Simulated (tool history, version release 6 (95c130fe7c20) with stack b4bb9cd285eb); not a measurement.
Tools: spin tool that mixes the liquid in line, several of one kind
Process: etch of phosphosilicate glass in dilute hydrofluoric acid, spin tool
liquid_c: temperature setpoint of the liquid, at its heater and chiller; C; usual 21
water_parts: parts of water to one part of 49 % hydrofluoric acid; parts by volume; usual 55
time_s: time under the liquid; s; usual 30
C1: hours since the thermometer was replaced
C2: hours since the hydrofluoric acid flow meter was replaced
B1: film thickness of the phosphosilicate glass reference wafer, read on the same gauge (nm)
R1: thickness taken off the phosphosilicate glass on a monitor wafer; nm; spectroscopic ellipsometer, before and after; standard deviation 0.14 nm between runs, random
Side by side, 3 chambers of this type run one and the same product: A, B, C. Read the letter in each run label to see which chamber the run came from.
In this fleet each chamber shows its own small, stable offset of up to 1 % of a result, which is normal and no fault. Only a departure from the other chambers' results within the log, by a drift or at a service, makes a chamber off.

Run 1C, hour 6.3: usual settings; C1 46.5; C2 380.2; B1 100.01. Result: R1 30.452 nm.
Run 2A, hour 11.1: usual settings; C1 140.5; C2 1990.9; B1 99.994. Result: R1 30.962 nm.
Run 3B, hour 21.6: usual settings; C1 424; C2 293; B1 99.993. Result: R1 30.831 nm.
Run 4B, hour 29.9: usual settings; C1 432.3; C2 301.3; B1 99.975. Result: R1 30.668 nm.
Run 5C, hour 37.3: usual settings; C1 77.5; C2 411.2; B1 100.02. Result: R1 30.384 nm.
Run 6A, hour 43.5: usual settings; C1 172.9; C2 2023.3; B1 100.01. Result: R1 30.7 nm.
Run 7C, hour 51.3: usual settings; C1 91.5; C2 425.2; B1 99.993. Result: R1 30.476 nm.
Run 8B, hour 57.9: usual settings; C1 460.3; C2 329.3; B1 99.963. Result: R1 31.166 nm.
Run 9A, hour 66.5: usual settings; C1 195.9; C2 2046.3; B1 99.965. Result: R1 30.932 nm.
Run 10C, hour 71.8: usual settings; C1 112; C2 445.7; B1 99.996. Result: R1 30.606 nm.
Run 11A, hour 80.8: usual settings; C1 210.2; C2 2060.6; B1 99.979. Result: R1 30.885 nm.
Run 12B, hour 88.1: usual settings; C1 490.5; C2 359.5; B1 99.971. Result: R1 30.863 nm.
Run 13A, hour 96.8: usual settings; C1 226.2; C2 2076.6; B1 99.973. Result: R1 30.891 nm.
At hour 104.9: chamber A: hydrofluoric acid flow meter replaced.
Run 14B, hour 107.6: usual settings; C1 510; C2 379; B1 100.02. Result: R1 31.445 nm.
Run 15C, hour 117.1: usual settings; C1 157.3; C2 491; B1 100. Result: R1 30.728 nm.
Run 16B, hour 123.3: usual settings; C1 525.7; C2 394.7; B1 99.998. Result: R1 31.418 nm.
Run 17A, hour 129.4: usual settings; C1 258.8; C2 24.5; B1 100.04. Result: R1 30.733 nm.
Run 18C, hour 139.8: usual settings; C1 180; C2 513.7; B1 100.01. Result: R1 30.682 nm.
Run 19A, hour 149.4: usual settings; C1 278.8; C2 44.5; B1 99.994. Result: R1 30.816 nm.
Run 20B, hour 159.4: usual settings; C1 561.8; C2 430.8; B1 99.982. Result: R1 31.522 nm.
Run 21C, hour 164.1: usual settings but liquid_c 17 C; C1 204.3; C2 538; B1 99.983. Result: R1 25.656 nm.
Run 22C, hour 170.1: usual settings but liquid_c 17 C; C1 210.3; C2 544; B1 100.01. Result: R1 25.569 nm.
Run 23A, hour 179: usual settings but liquid_c 17 C; C1 308.4; C2 74.1; B1 100.02. Result: R1 25.93 nm.
Run 24B, hour 189.6: usual settings; C1 592; C2 461; B1 99.994. Result: R1 31.837 nm.
Run 25A, hour 195.6: usual settings; C1 325; C2 90.7; B1 100.01. Result: R1 30.581 nm.
Run 26C, hour 205.6: usual settings but water_parts 75 parts by volume, time_s 25 s; C1 245.8; C2 579.5; B1 100.01. Result: R1 18.356 nm.
Run 27B, hour 212: usual settings but water_parts 75 parts by volume, time_s 25 s; C1 614.4; C2 483.4; B1 99.965. Result: R1 18.987 nm.
Run 28B, hour 217.3: usual settings but water_parts 75 parts by volume, time_s 25 s; C1 619.7; C2 488.7; B1 100.01. Result: R1 19.084 nm.
Run 29A, hour 224.3: usual settings; C1 353.7; C2 119.4; B1 99.998. Result: R1 30.688 nm.

Is one chamber off against the others, does the gauge drift, or is nothing wrong? If a chamber is off, say which, and what the likeliest cause is.

One chamber, B, drifts off from the rest bit by bit.
What lies behind it: hydrofluoric acid flow above the setpoint (%) = 4.2.
From this log alone, it may not be told apart from: liquid hotter than its thermometer reads (K).

Here are 4 candidates for chamber B's next run, each the usual settings with a change, their results left as question marks. Which one brings its results back in line with what the others give on the usual settings?
Counts as in line when no further than this from what the other chambers average on the usual settings: R1 0.5 nm
Run 30B-1, hour 232.1: usual settings but liquid_c 20 C. Result: R1 ?.
Run 30B-2, hour 232.1: usual settings but liquid_c 22 C. Result: R1 ?.
Run 30B-3, hour 232.1: usual settings but water_parts 60 parts by volume. Result: R1 ?.
Run 30B-4, hour 232.1: usual settings but water_parts 50 parts by volume. Result: R1 ?.

What the other chambers average on the usual settings: R1 30.664 nm
  run      R1
30B-1  30.674
30B-2  33.422
30B-3  29.183
30B-4  35.429
Change 30B-1 lands the chamber within the allowed miss of the other chambers.
